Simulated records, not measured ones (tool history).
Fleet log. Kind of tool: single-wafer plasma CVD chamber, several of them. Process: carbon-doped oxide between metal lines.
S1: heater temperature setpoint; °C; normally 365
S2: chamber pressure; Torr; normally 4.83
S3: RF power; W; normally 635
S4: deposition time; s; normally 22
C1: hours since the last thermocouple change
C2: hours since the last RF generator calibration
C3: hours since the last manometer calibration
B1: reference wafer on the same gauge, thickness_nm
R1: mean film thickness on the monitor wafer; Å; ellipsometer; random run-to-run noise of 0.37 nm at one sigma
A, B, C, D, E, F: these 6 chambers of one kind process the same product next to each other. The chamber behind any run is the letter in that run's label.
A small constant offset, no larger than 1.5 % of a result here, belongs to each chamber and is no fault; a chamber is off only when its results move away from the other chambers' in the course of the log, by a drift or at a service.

run,hour,S1,S2,S3,S4,C1,C2,C3,B1,R1
1A,6.1,365,4.83,635,22,140.8,155.7,874,102,1267.4
2B,19.5,365,4.83,635,22,75,174.8,896,101.94,1254.8
3C,27.5,365,4.83,635,22,1465.4,527.1,849.6,102.12,1238.4
4E,33.9,365,4.83,635,22,857.7,213.1,1280.8,101.99,1250.8
5D,45.1,365,4.83,635,22,1554.5,1466.1,146.8,101.97,1249.1
6F,51.3,365,4.83,635,22,936.4,435.1,912.7,102.04,1253.7
7B,58.1,365,4.83,635,22,113.6,213.4,934.6,101.98,1256.8
8F,65,365,4.83,635,22,950.1,448.8,926.4,102.08,1252
9D,75,365,3.66,635,25.8,1584.4,1496,176.7,101.99,1410.7
10E,81.1,365,3.66,635,25.8,904.9,260.3,1328,102.03,1403.1
# hour 87.3: chamber D: RF generator calibrated
# hour 87.7: chamber E: capacitance manometer re-zeroed and calibrated
11A,89.4,365,3.66,635,25.8,224.1,239,957.3,101.97,1420.3
# hour 90.7: chamber A: capacitance manometer re-zeroed and calibrated
12C,96.8,365,3.66,635,25.8,1534.7,596.4,918.9,102.04,1411.1
13E,105.8,365,3.66,635,25.8,929.6,285,18.1,102.01,1410.2
14A,113.1,365,3.66,635,25.8,247.8,262.7,22.5,101.99,1422.3
15F,122,365,4.83,635,22,1007.1,505.8,983.4,102.12,1247.5
16C,129.8,365,4.83,635,22,1567.7,629.4,951.9,101.99,1247.9
17B,139,365,4.83,635,22,194.5,294.3,1015.5,102.03,1260.1
18D,151.9,365,4.83,635,22,1661.3,64.6,253.6,101.98,1247.2
19C,160.7,365,4.83,635,22,1598.6,660.3,982.8,102.05,1239.5
20F,168.5,365,4.83,635,22,1053.6,552.3,1029.9,102.03,1246.8
# hour 174.7: chamber C: capacitance manometer re-zeroed and calibrated
21B,178.4,365,4.83,635,22,233.9,333.7,1054.9,101.99,1256.2
22E,189.8,365,4.83,635,22,1013.6,369,102.1,102.07,1251.7
# hour 196: chamber E: thermocouple changed; heater temperature recalibrated
23D,201.6,375,4.83,720,22,1711,114.3,303.3,101.98,1318.4
24A,211.7,375,4.83,720,22,346.4,361.3,121.1,101.98,1336.4
25A,218.9,375,4.83,720,22,353.6,368.5,128.3,102.03,1336.1
26D,224.9,375,4.83,720,22,1734.3,137.6,326.6,102.1,1319.4
27E,231.4,375,4.83,720,22,35.5,410.6,143.7,101.96,1305.4
28F,241.7,375,4.83,720,22,1126.8,625.5,1103.1,102.01,1317.3
29B,255.3,365,4.83,635,22,310.8,410.6,1131.8,102.03,1259
30C,266.8,365,4.83,635,22,1704.7,766.4,92.1,101.98,1230.9
31C,276,365,3.98,635,22,1713.9,775.6,101.3,102.03,1192.8
32D,284.8,365,3.98,635,22,1794.2,197.5,386.5,101.99,1219.6
33B,293.5,365,3.98,635,22,349,448.8,1170,101.97,1224
34A,303.1,365,3.98,635,22,437.8,452.7,212.5,101.96,1236.2
35F,310.4,365,3.98,635,22,1195.5,694.2,1171.8,102.01,1216.9
36E,317.4,365,3.98,635,22,121.5,496.6,229.7,102.05,1217.5
37B,327.3,365,4.83,635,22,382.8,482.6,1203.8,101.96,1257.4
38A,338.1,365,4.83,635,22,472.8,487.7,247.5,101.9,1273.4
39F,344.7,365,5.19,635,24.3,1229.8,728.5,1206.1,102.01,1397.2

Predict what each chamber gives when all 6 of them run the settings below next.
40A,354.6,365,4.83,635,22,,,,,?
40B,354.6,365,4.83,635,22,,,,,?
40C,354.6,365,4.83,635,22,,,,,?
40D,354.6,365,4.83,635,22,,,,,?
40E,354.6,365,4.83,635,22,,,,,?
40F,354.6,365,4.83,635,22,,,,,?

run,R1
40A,1266.1
40B,1262.4
40C,1228.5
40D,1253.8
40E,1245.4
40F,1258.7
